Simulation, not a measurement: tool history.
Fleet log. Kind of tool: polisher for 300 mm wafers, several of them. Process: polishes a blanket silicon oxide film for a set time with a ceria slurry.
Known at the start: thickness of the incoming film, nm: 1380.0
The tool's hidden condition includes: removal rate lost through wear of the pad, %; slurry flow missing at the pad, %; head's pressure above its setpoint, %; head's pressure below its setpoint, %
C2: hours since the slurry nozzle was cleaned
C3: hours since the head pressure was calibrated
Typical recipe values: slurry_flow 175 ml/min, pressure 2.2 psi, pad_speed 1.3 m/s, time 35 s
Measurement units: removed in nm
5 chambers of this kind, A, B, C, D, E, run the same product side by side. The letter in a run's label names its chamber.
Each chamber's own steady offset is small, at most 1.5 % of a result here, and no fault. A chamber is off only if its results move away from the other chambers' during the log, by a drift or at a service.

{"hour": 0.2, "done": "chamber A: worn pad replaced by a new one"}
{"hour": 7.9, "done": "chamber C: worn pad replaced by a new one"}
{"run": "1E", "hour": 8.5, "slurry_flow": 175, "pressure": 2.2, "pad_speed": 1.3, "time": 35, "wafers polished on this pad": 555, "C2": 234, "C3": 113.3, "removed": 134.11}
{"hour": 13.2, "done": "chamber B: head pressure recalibrated"}
{"run": "2A", "hour": 14.2, "slurry_flow": 175, "pressure": 2.2, "pad_speed": 1.3, "time": 35, "wafers polished on this pad": 106, "C2": 227.1, "C3": 549.9, "removed": 133.68}
{"run": "3B", "hour": 19.5, "slurry_flow": 175, "pressure": 2.2, "pad_speed": 1.3, "time": 35, "wafers polished on this pad": 757, "C2": 196.1, "C3": 6.3, "removed": 132.99}
{"hour": 22.6, "done": "chamber B: worn pad replaced by a new one"}
{"run": "4D", "hour": 26.0, "slurry_flow": 175, "pressure": 2.2, "pad_speed": 1.3, "time": 35, "wafers polished on this pad": 472, "C2": 334.5, "C3": 338.9, "removed": 134.41}
{"hour": 32.2, "done": "chamber D: head pressure recalibrated"}
{"run": "5C", "hour": 34.5, "slurry_flow": 175, "pressure": 2.2, "pad_speed": 1.3, "time": 35, "wafers polished on this pad": 203, "C2": 178.3, "C3": 1077.8, "removed": 133.47}
{"hour": 42.4, "done": "chamber D: worn pad replaced by a new one"}
{"run": "6B", "hour": 43.1, "slurry_flow": 175, "pressure": 2.2, "pad_speed": 1.3, "time": 35, "wafers polished on this pad": 156, "C2": 219.7, "C3": 29.9, "removed": 134.3}
{"run": "7E", "hour": 52.1, "slurry_flow": 175, "pressure": 2.2, "pad_speed": 1.3, "time": 35, "wafers polished on this pad": 887, "C2": 277.6, "C3": 156.9, "removed": 131.15}
{"hour": 52.4, "done": "chamber C: slurry nozzle cleaned"}
{"run": "8D", "hour": 60.9, "slurry_flow": 175, "pressure": 2.2, "pad_speed": 1.3, "time": 35, "wafers polished on this pad": 141, "C2": 369.4, "C3": 28.7, "removed": 134.25}
{"run": "9C", "hour": 71.0, "slurry_flow": 175, "pressure": 2.2, "pad_speed": 1.3, "time": 35, "wafers polished on this pad": 481, "C2": 18.6, "C3": 1114.3, "removed": 133.72}
{"run": "10A", "hour": 79.9, "slurry_flow": 175, "pressure": 2.2, "pad_speed": 1.3, "time": 35, "wafers polished on this pad": 607, "C2": 292.8, "C3": 615.6, "removed": 133.79}
{"run": "11B", "hour": 86.3, "slurry_flow": 175, "pressure": 1.5, "pad_speed": 1.3, "time": 24, "wafers polished on this pad": 485, "C2": 262.9, "C3": 73.1, "removed": 63.227}
{"run": "12A", "hour": 93.2, "slurry_flow": 175, "pressure": 1.5, "pad_speed": 1.3, "time": 24, "wafers polished on this pad": 709, "C2": 306.1, "C3": 628.9, "removed": 62.106}
{"hour": 97.4, "done": "chamber A: slurry nozzle cleaned"}
{"run": "13E", "hour": 103.7, "slurry_flow": 175, "pressure": 1.5, "pad_speed": 1.3, "time": 24, "wafers polished on this pad": 1281, "C2": 329.2, "C3": 208.5, "removed": 62.121}
{"hour": 106.6, "done": "chamber E: worn pad replaced by a new one"}
{"run": "14D", "hour": 110.5, "slurry_flow": 175, "pressure": 1.5, "pad_speed": 1.3, "time": 24, "wafers polished on this pad": 519, "C2": 419, "C3": 78.3, "removed": 63.465}
{"hour": 112.7, "done": "chamber A: worn pad replaced by a new one"}
{"hour": 116.7, "done": "chamber D: worn pad replaced by a new one"}
{"run": "15C", "hour": 121.4, "slurry_flow": 175, "pressure": 1.5, "pad_speed": 1.3, "time": 24, "wafers polished on this pad": 865, "C2": 69, "C3": 1164.7, "removed": 61.627}
{"run": "16B", "hour": 128.6, "slurry_flow": 175, "pressure": 2.2, "pad_speed": 1.3, "time": 35, "wafers polished on this pad": 808, "C2": 305.2, "C3": 115.4, "removed": 133.66}
{"run": "17A", "hour": 137.6, "slurry_flow": 175, "pressure": 2.2, "pad_speed": 1.3, "time": 35, "wafers polished on this pad": 189, "C2": 40.2, "C3": 673.3, "removed": 134.35}
{"hour": 142.3, "done": "chamber B: worn pad replaced by a new one"}
{"run": "18D", "hour": 145.4, "slurry_flow": 175, "pressure": 2.2, "pad_speed": 1.3, "time": 35, "wafers polished on this pad": 218, "C2": 453.9, "C3": 113.2, "removed": 134.53}
{"run": "19C", "hour": 152.4, "slurry_flow": 175, "pressure": 2.2, "pad_speed": 1.3, "time": 35, "wafers polished on this pad": 1102, "C2": 100, "C3": 1195.7, "removed": 135.43}
{"hour": 154.5, "done": "chamber C: worn pad replaced by a new one"}
{"run": "20E", "hour": 159.5, "slurry_flow": 175, "pressure": 2.2, "pad_speed": 1.3, "time": 35, "wafers polished on this pad": 403, "C2": 385, "C3": 264.3, "removed": 132.7}
{"hour": 165.9, "done": "chamber B: slurry nozzle cleaned"}
{"run": "21A", "hour": 169.9, "slurry_flow": 175, "pressure": 2.2, "pad_speed": 1.3, "time": 35, "wafers polished on this pad": 436, "C2": 72.5, "C3": 705.6, "removed": 134.39}
{"hour": 177.6, "done": "chamber C: head pressure recalibrated"}
{"run": "22E", "hour": 178.3, "slurry_flow": 175, "pressure": 2.2, "pad_speed": 1.3, "time": 35, "wafers polished on this pad": 547, "C2": 403.8, "C3": 283.1, "removed": 132.12}
{"hour": 184.9, "done": "chamber D: worn pad replaced by a new one"}
{"run": "23B", "hour": 185.7, "slurry_flow": 175, "pressure": 2.2, "pad_speed": 1.3, "time": 35, "wafers polished on this pad": 331, "C2": 19.9, "C3": 172.5, "removed": 133.93}
{"run": "24D", "hour": 193.8, "slurry_flow": 175, "pressure": 2.2, "pad_speed": 1.3, "time": 35, "wafers polished on this pad": 68, "C2": 502.3, "C3": 161.6, "removed": 134.46}
{"run": "25C", "hour": 203.1, "slurry_flow": 175, "pressure": 2.2, "pad_speed": 1.3, "time": 35, "wafers polished on this pad": 371, "C2": 150.7, "C3": 25.6, "removed": 146.47}
{"run": "26C", "hour": 208.9, "slurry_flow": 175, "pressure": 2.2, "pad_speed": 1.3, "time": 35, "wafers polished on this pad": 415, "C2": 156.5, "C3": 31.4, "removed": 144.38}
{"run": "27D", "hour": 214.7, "slurry_flow": 175, "pressure": 2.2, "pad_speed": 1.3, "time": 35, "wafers polished on this pad": 227, "C2": 523.2, "C3": 182.5, "removed": 133.33}
{"run": "28E", "hour": 224.4, "slurry_flow": 175, "pressure": 2.2, "pad_speed": 1.3, "time": 35, "wafers polished on this pad": 898, "C2": 449.9, "C3": 329.2, "removed": 132.99}
{"hour": 227.4, "done": "chamber A: worn pad replaced by a new one"}
{"run": "29B", "hour": 234.4, "slurry_flow": 175, "pressure": 2.2, "pad_speed": 1.3, "time": 35, "wafers polished on this pad": 702, "C2": 68.6, "C3": 221.2, "removed": 133.01}
{"run": "30A", "hour": 242.5, "slurry_flow": 175, "pressure": 2.2, "pad_speed": 1.3, "time": 35, "wafers polished on this pad": 115, "C2": 145.1, "C3": 778.2, "removed": 134.75}
{"run": "31D", "hour": 249.7, "slurry_flow": 175, "pressure": 2.2, "pad_speed": 1.3, "time": 35, "wafers polished on this pad": 494, "C2": 558.2, "C3": 217.5, "removed": 135.27}
{"run": "32E", "hour": 255.4, "slurry_flow": 175, "pressure": 2.2, "pad_speed": 1.3, "time": 35, "wafers polished on this pad": 1135, "C2": 480.9, "C3": 360.2, "removed": 133.41}
{"hour": 256.4, "done": "chamber B: worn pad replaced by a new one"}
{"run": "33C", "hour": 264.0, "slurry_flow": 175, "pressure": 2.2, "pad_speed": 1.62, "time": 30, "wafers polished on this pad": 835, "C2": 211.6, "C3": 86.5, "removed": 154.66}
{"hour": 264.2, "done": "chamber D: worn pad replaced by a new one"}
{"hour": 266.2, "done": "chamber E: worn pad replaced by a new one"}
{"run": "34B", "hour": 271.0, "slurry_flow": 175, "pressure": 2.2, "pad_speed": 1.62, "time": 30, "wafers polished on this pad": 111, "C2": 105.2, "C3": 257.8, "removed": 144.99}
{"run": "35A", "hour": 278.2, "slurry_flow": 175, "pressure": 2.2, "pad_speed": 1.62, "time": 30, "wafers polished on this pad": 388, "C2": 180.8, "C3": 813.9, "removed": 141.44}
{"run": "36A", "hour": 285.4, "slurry_flow": 175, "pressure": 2.2, "pad_speed": 1.62, "time": 30, "wafers polished on this pad": 442, "C2": 188, "C3": 821.1, "removed": 142.32}
{"hour": 287.7, "done": "chamber C: slurry nozzle cleaned"}
{"run": "37B", "hour": 292.3, "slurry_flow": 175, "pressure": 2.2, "pad_speed": 1.62, "time": 30, "wafers polished on this pad": 273, "C2": 126.5, "C3": 279.1, "removed": 144.51}
{"run": "38D", "hour": 297.6, "slurry_flow": 175, "pressure": 2.2, "pad_speed": 1.3, "time": 35, "wafers polished on this pad": 255, "C2": 606.1, "C3": 265.4, "removed": 135.71}
{"run": "39C", "hour": 307.1, "slurry_flow": 175, "pressure": 2.2, "pad_speed": 1.3, "time": 35, "wafers polished on this pad": 1164, "C2": 19.5, "C3": 129.6, "removed": 145.24}
{"run": "40E", "hour": 313.6, "slurry_flow": 175, "pressure": 2.2, "pad_speed": 1.3, "time": 35, "wafers polished on this pad": 362, "C2": 539.1, "C3": 418.4, "removed": 133.06}

Predict what each chamber gives when all 5 of them run the settings below next.
{"run": "41A", "hour": 321.5, "slurry_flow": 230, "pressure": 2.2, "pad_speed": 1.3, "time": 35, "removed": "?"}
{"run": "41B", "hour": 321.5, "slurry_flow": 230, "pressure": 2.2, "pad_speed": 1.3, "time": 35, "removed": "?"}
{"run": "41C", "hour": 321.5, "slurry_flow": 230, "pressure": 2.2, "pad_speed": 1.3, "time": 35, "removed": "?"}
{"run": "41D", "hour": 321.5, "slurry_flow": 230, "pressure": 2.2, "pad_speed": 1.3, "time": 35, "removed": "?"}
{"run": "41E", "hour": 321.5, "slurry_flow": 230, "pressure": 2.2, "pad_speed": 1.3, "time": 35, "removed": "?"}

run=41A removed=137.92
run=41B removed=138.57
run=41C removed=149.84
run=41D removed=140.25
run=41E removed=137.24

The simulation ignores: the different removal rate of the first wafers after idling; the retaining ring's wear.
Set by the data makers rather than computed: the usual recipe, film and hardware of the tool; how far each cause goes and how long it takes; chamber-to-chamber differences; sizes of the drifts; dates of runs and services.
